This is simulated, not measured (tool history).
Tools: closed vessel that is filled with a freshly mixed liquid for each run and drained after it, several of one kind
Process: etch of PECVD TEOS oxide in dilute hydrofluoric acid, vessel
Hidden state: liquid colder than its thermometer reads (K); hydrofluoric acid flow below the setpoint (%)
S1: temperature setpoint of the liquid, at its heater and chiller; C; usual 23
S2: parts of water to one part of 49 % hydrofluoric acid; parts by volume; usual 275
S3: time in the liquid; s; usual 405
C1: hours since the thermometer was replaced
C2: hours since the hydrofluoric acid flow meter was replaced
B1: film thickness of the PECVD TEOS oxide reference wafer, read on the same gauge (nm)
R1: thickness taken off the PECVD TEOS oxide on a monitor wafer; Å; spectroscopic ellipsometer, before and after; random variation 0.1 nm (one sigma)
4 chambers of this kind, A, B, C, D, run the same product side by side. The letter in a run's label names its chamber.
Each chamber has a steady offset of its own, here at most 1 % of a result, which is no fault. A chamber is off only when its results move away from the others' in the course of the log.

| run | hour | S1 | S2 | S3 | C1 | C2 | B1 | R1 |
|---|---|---|---|---|---|---|---|---|
| 1B | 4.3 | 23 | 275 | 405 | 1678.5 | 49.6 | 139.98 | 122.89 |
| 2C | 7 | 23 | 275 | 405 | 965.7 | 1030.3 | 139.99 | 124.09 |
| 3D | 12.5 | 23 | 275 | 405 | 1103.5 | 250.8 | 139.97 | 123.25 |
| 4A | 17.9 | 23 | 275 | 405 | 918 | 674.2 | 140.04 | 121.78 |
| 5D | 22.7 | 23 | 275 | 405 | 1113.7 | 261 | 140.03 | 124.23 |
| 6C | 28.1 | 23 | 395 | 250 | 986.8 | 1051.4 | 139.98 | 47.264 |
| 7A | 33 | 23 | 395 | 250 | 933.1 | 689.3 | 140.02 | 46.013 |
| 8B | 37.9 | 23 | 395 | 250 | 1712.1 | 83.2 | 140.03 | 47.556 |
| 9B | 42.5 | 23 | 395 | 250 | 1716.7 | 87.8 | 140.02 | 47.34 |
| 10A | 45.3 | 23 | 275 | 405 | 945.4 | 701.6 | 139.97 | 122.82 |
| 11C | 50.8 | 23 | 275 | 405 | 1009.5 | 1074.1 | 140 | 121.05 |
| 12D | 54.3 | 23 | 275 | 405 | 1145.3 | 292.6 | 140.02 | 122.06 |
| 13C | 59.4 | 23 | 275 | 405 | 1018.1 | 1082.7 | 140.02 | 119.96 |
| 14B | 65.1 | 23 | 275 | 405 | 1739.3 | 110.4 | 140.01 | 123.93 |
| 15A | 67.8 | 23 | 275 | 205 | 967.9 | 724.1 | 140 | 60.933 |
| 16D | 72.3 | 23 | 275 | 205 | 1163.3 | 310.6 | 139.98 | 62.305 |
| 17C | 76.4 | 23 | 275 | 205 | 1035.1 | 1099.7 | 140.01 | 60.894 |
| 18B | 79 | 23 | 275 | 205 | 1753.2 | 124.3 | 140 | 62.253 |
| 19D | 83.2 | 23 | 275 | 405 | 1174.2 | 321.5 | 140.02 | 123.99 |
| 20A | 87 | 23 | 275 | 405 | 987.1 | 743.3 | 140 | 121.95 |
|  | 87.2 | chamber A: hydrofluoric acid flow meter replaced |
| 21A | 92.2 | 23 | 275 | 405 | 992.3 | 5.1 | 140.04 | 123.77 |
| 22B | 96.1 | 23 | 275 | 405 | 1770.3 | 141.4 | 139.99 | 122.5 |
| 23C | 101.6 | 23 | 275 | 405 | 1060.3 | 1124.9 | 140 | 117.46 |
| 24D | 104.7 | 23 | 275 | 405 | 1195.7 | 343 | 140.03 | 125.46 |

Is one chamber off against the others, does the gauge drift, or is nothing wrong? If a chamber is off, say which, and what the likeliest cause is.

Chamber C drifts away from the others.
Cause: hydrofluoric acid flow below the setpoint (%) = 4.26.
The log may not tell that from: liquid colder than its thermometer reads (K).

Here are 4 candidates for chamber C's next run, each the usual settings with a change, their results left as question marks. Which one brings its results back in line with what the others give on the usual settings?
In line means no further than this from the other chambers' mean on the usual settings: R1 3.6 Å
| 25C-1 | 108.8 | 23 | 300 | 405 |  |  |  | ? |
| 25C-2 | 108.8 | 21.5 | 275 | 405 |  |  |  | ? |
| 25C-3 | 108.8 | 23 | 275 | 450 |  |  |  | ? |
| 25C-4 | 108.8 | 23 | 270 | 415 |  |  |  | ? |

The other chambers' mean on the usual settings: R1 123.36 Å
| run | R1 |
|---|---|
| 25C-1 | 104.57 |
| 25C-2 | 110.78 |
| 25C-3 | 129.83 |
| 25C-4 | 122.54 |
25C-4 brings the chamber back in line.
